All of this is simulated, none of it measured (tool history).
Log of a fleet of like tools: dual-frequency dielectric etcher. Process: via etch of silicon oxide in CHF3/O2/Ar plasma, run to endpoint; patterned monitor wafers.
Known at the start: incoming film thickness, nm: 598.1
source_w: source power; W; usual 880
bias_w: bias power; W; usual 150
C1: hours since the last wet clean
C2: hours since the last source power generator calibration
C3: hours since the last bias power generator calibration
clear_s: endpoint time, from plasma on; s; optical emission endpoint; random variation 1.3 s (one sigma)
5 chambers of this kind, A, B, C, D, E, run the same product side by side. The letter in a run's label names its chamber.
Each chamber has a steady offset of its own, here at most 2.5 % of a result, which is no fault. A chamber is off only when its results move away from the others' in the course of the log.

At hour 7.3: chamber B: wet clean of the chamber.
Run 1D, hour 7.8: usual settings; C1 350.4; C2 2693.4; C3 267.9. Result: clear_s 279.75 s.
Run 2A, hour 16.4: usual settings; C1 347.1; C2 320.9; C3 395.1. Result: clear_s 274.98 s.
Run 3E, hour 23.3: usual settings; C1 383.7; C2 1379.2; C3 1316. Result: clear_s 278.37 s.
Run 4C, hour 29.8: usual settings; C1 70.4; C2 2615.2; C3 1708.5. Result: clear_s 277.16 s.
Run 5B, hour 37: usual settings; C1 29.7; C2 2909.2; C3 3301.3. Result: clear_s 282.98 s.
Run 6E, hour 45.8: usual settings; C1 406.2; C2 1401.7; C3 1338.5. Result: clear_s 279.04 s.
At hour 53.7: chamber A: wet clean of the chamber.
Run 7C, hour 54.7: usual settings; C1 95.3; C2 2640.1; C3 1733.4. Result: clear_s 279.03 s.
Run 8B, hour 62.4: usual settings but source_w 1090 W, bias_w 164 W; C1 55.1; C2 2934.6; C3 3326.7. Result: clear_s 250.59 s.
Run 9D, hour 70.6: usual settings but source_w 1090 W, bias_w 164 W; C1 413.2; C2 2756.2; C3 330.7. Result: clear_s 248.6 s.
Run 10A, hour 82.3: usual settings but source_w 1090 W, bias_w 164 W; C1 28.7; C2 386.8; C3 461. Result: clear_s 247.38 s.
Run 11C, hour 88.7: usual settings but source_w 1090 W, bias_w 164 W; C1 129.3; C2 2674.1; C3 1767.4. Result: clear_s 248.28 s.
Run 12D, hour 100.7: usual settings but source_w 1090 W, bias_w 164 W; C1 443.3; C2 2786.3; C3 360.8. Result: clear_s 248.62 s.
Run 13B, hour 111.6: usual settings; C1 104.3; C2 2983.8; C3 3375.9. Result: clear_s 282.27 s.
Run 14E, hour 123.3: usual settings; C1 483.7; C2 1479.2; C3 1416. Result: clear_s 274.96 s.
At hour 130.6: chamber C: source power generator calibrated.
Run 15A, hour 130.6: usual settings but source_w 680 W, bias_w 163 W; C1 77; C2 435.1; C3 509.3. Result: clear_s 297.08 s.
Run 16B, hour 137.3: usual settings but source_w 680 W, bias_w 163 W; C1 130; C2 3009.5; C3 3401.6. Result: clear_s 304.7 s.
Run 17D, hour 150.8: usual settings but source_w 680 W, bias_w 163 W; C1 493.4; C2 2836.4; C3 410.9. Result: clear_s 299.62 s.
Run 18E, hour 159: usual settings but source_w 680 W, bias_w 163 W; C1 519.4; C2 1514.9; C3 1451.7. Result: clear_s 295.52 s.
Run 19A, hour 166.2: usual settings but source_w 680 W, bias_w 163 W; C1 112.6; C2 470.7; C3 544.9. Result: clear_s 299.33 s.
At hour 170.5: chamber E: wet clean of the chamber.
Run 20C, hour 172.7: usual settings; C1 213.3; C2 42.1; C3 1851.4. Result: clear_s 276.32 s.
Run 21A, hour 182.9: usual settings; C1 129.3; C2 487.4; C3 561.6. Result: clear_s 276.64 s.
At hour 190: chamber D: wet clean of the chamber.
Run 22C, hour 192.4: usual settings; C1 233; C2 61.8; C3 1871.1. Result: clear_s 278.46 s.
At hour 194.6: chamber C: bias power generator calibrated.
Run 23D, hour 205.8: usual settings; C1 15.9; C2 2891.4; C3 465.9. Result: clear_s 275.92 s.
Run 24E, hour 216: usual settings but source_w 800 W; C1 45.5; C2 1571.9; C3 1508.7. Result: clear_s 277.17 s.
Run 25B, hour 229.4: usual settings but source_w 800 W; C1 222.1; C2 3101.6; C3 3493.7. Result: clear_s 292.16 s.
Run 26C, hour 237.4: usual settings but source_w 800 W; C1 278; C2 106.8; C3 42.8. Result: clear_s 287.08 s.
Run 27D, hour 244.2: usual settings but source_w 800 W; C1 54.3; C2 2929.8; C3 504.3. Result: clear_s 289.47 s.
Run 28B, hour 252.9: usual settings but source_w 800 W; C1 245.6; C2 3125.1; C3 3517.2. Result: clear_s 294.07 s.
Run 29A, hour 263.4: usual settings; C1 209.8; C2 567.9; C3 642.1. Result: clear_s 277.31 s.
Run 30E, hour 273: usual settings; C1 102.5; C2 1628.9; C3 1565.7. Result: clear_s 269.37 s.
Run 31A, hour 280.1: usual settings; C1 226.5; C2 584.6; C3 658.8. Result: clear_s 278.65 s.
Run 32B, hour 291.2: usual settings; C1 283.9; C2 3163.4; C3 3555.5. Result: clear_s 283.77 s.
Run 33D, hour 301.2: usual settings; C1 111.3; C2 2986.8; C3 561.3. Result: clear_s 275.3 s.
Run 34C, hour 309.3: usual settings; C1 349.9; C2 178.7; C3 114.7. Result: clear_s 276.43 s.
Run 35E, hour 319.8: usual settings; C1 149.3; C2 1675.7; C3 1612.5. Result: clear_s 268.57 s.
Run 36A, hour 328.2: usual settings; C1 274.6; C2 632.7; C3 706.9. Result: clear_s 277.45 s.
Run 37D, hour 337.6: usual settings; C1 147.7; C2 3023.2; C3 597.7. Result: clear_s 277.23 s.
Run 38C, hour 350.6: usual settings; C1 391.2; C2 220; C3 156. Result: clear_s 279.59 s.
Run 39E, hour 364.7: usual settings; C1 194.2; C2 1720.6; C3 1657.4. Result: clear_s 270.01 s.
Run 40B, hour 375: usual settings; C1 367.7; C2 3247.2; C3 3639.3. Result: clear_s 283.77 s.

All 5 chambers run these settings next. Forecast each chamber's results:
Run 41A, hour 385.4: usual settings. Result: clear_s ?.
Run 41B, hour 385.4: usual settings. Result: clear_s ?.
Run 41C, hour 385.4: usual settings. Result: clear_s ?.
Run 41D, hour 385.4: usual settings. Result: clear_s ?.
Run 41E, hour 385.4: usual settings. Result: clear_s ?.

run  clear_s
41A   277.75
41B   283.19
41C   277.63
41D   278.53
41E   268.06

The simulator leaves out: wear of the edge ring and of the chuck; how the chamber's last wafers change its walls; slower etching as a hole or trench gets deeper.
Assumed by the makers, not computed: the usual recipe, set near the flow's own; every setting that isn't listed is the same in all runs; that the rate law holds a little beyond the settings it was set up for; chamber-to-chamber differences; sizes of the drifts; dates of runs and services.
